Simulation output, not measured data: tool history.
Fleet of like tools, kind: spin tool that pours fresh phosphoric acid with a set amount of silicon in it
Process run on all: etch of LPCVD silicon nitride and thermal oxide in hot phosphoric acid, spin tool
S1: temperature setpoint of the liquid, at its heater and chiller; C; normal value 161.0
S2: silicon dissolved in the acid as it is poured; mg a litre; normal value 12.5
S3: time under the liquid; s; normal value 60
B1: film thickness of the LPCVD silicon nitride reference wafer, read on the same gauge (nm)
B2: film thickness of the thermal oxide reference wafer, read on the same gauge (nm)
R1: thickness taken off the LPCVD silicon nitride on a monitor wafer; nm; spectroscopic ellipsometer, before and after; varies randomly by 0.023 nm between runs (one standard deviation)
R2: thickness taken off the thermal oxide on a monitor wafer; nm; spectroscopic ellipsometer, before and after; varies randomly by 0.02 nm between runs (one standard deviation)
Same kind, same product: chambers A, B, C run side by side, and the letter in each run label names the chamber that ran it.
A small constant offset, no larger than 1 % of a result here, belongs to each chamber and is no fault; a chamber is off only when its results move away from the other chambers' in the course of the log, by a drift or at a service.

run	day	S1	S2	S3	B1	B2	R1	R2
1B	0.433	161.0	12.5	60	29.967	60.028	5.8565	0.104100
# day 0.692: chamber B: dissolved silicon flow meter replaced
2C	0.933	161.0	12.5	60	29.968	59.990	5.8528	0.157840
3A	1.258	161.0	12.5	60	29.986	59.992	5.7868	0.143460
# day 1.462: chamber B: thermometer replaced
4A	1.767	161.0	12.5	60	29.952	59.991	5.7910	0.140890
5C	2.217	161.0	12.5	50	30.001	59.992	4.8545	0.109330
6B	2.571	161.0	12.5	50	29.998	60.005	4.8660	0.107750
7A	2.904	161.0	12.5	50	29.996	59.987	4.8684	0.105530
8C	3.233	161.0	12.5	60	30.003	59.965	5.8314	0.158180
9B	3.621	161.0	12.5	60	30.002	60.006	5.8512	0.132410
10B	4.146	161.0	12.5	60	29.972	59.998	5.8499	0.134320
11A	4.471	161.0	6.5	90	29.994	60.001	8.7116	0.214420
12C	4.758	161.0	6.5	90	30.012	59.991	8.7289	0.286530
13B	5.071	161.0	6.5	90	30.004	59.984	8.8044	0.195420
14A	5.400	161.0	12.5	60	30.003	59.977	5.8180	0.155960
15C	5.854	161.0	12.5	60	30.014	60.021	5.8206	0.159670
16A	6.242	161.0	12.5	60	30.015	60.023	5.8185	0.118100
17B	6.750	161.0	12.5	60	29.985	59.992	5.8375	0.140680
18C	7.183	161.0	12.5	60	29.993	59.994	5.8500	0.094529
19C	7.567	161.0	12.5	60	30.000	59.995	5.8773	0.167860
20A	7.967	160.0	7.0	60	29.984	59.981	5.6153	0.136610
21B	8.408	160.0	7.0	60	30.033	60.001	5.6628	0.147860
22C	8.738	160.0	7.0	60	30.012	60.037	5.6454	0.109540
23A	9.188	164.0	12.5	70	30.010	60.012	7.4422	0.209050
24B	9.512	164.0	12.5	70	30.021	60.001	7.5583	0.195730
25B	9.888	164.0	12.5	70	29.998	60.037	7.5112	0.230920
26C	10.408	161.0	12.5	40	29.987	59.989	3.9098	0.078917
27A	10.921	161.0	12.5	40	30.021	60.022	3.8496	0.102980
28A	11.408	161.0	12.5	40	29.962	59.975	3.8664	0.090736
29B	11.704	161.0	12.5	60	30.014	60.017	5.8805	0.136910
# day 12.012: chamber A: thermometer replaced
30C	12.033	161.0	12.5	60	29.996	59.996	5.8609	0.134890
# day 12.300: chamber C: thermometer replaced
31A	12.367	161.0	12.5	60	30.038	60.012	5.8191	0.148600
32B	12.642	161.0	12.5	60	29.983	59.968	5.8716	0.165960
33C	13.062	161.0	12.5	60	29.951	60.009	5.8907	0.163200
34B	13.500	161.0	12.5	60	29.976	59.976	5.8491	0.114510
35C	14.008	161.0	12.5	60	30.024	59.980	5.8711	0.116010

Is one chamber out of step, is the gauge drifting, or do the chambers differ by no more than their own small offsets? For an off chamber, give its letter and the likeliest cause.

Beyond each chamber's small constant offset nothing stands out, and the gauge stays steady.

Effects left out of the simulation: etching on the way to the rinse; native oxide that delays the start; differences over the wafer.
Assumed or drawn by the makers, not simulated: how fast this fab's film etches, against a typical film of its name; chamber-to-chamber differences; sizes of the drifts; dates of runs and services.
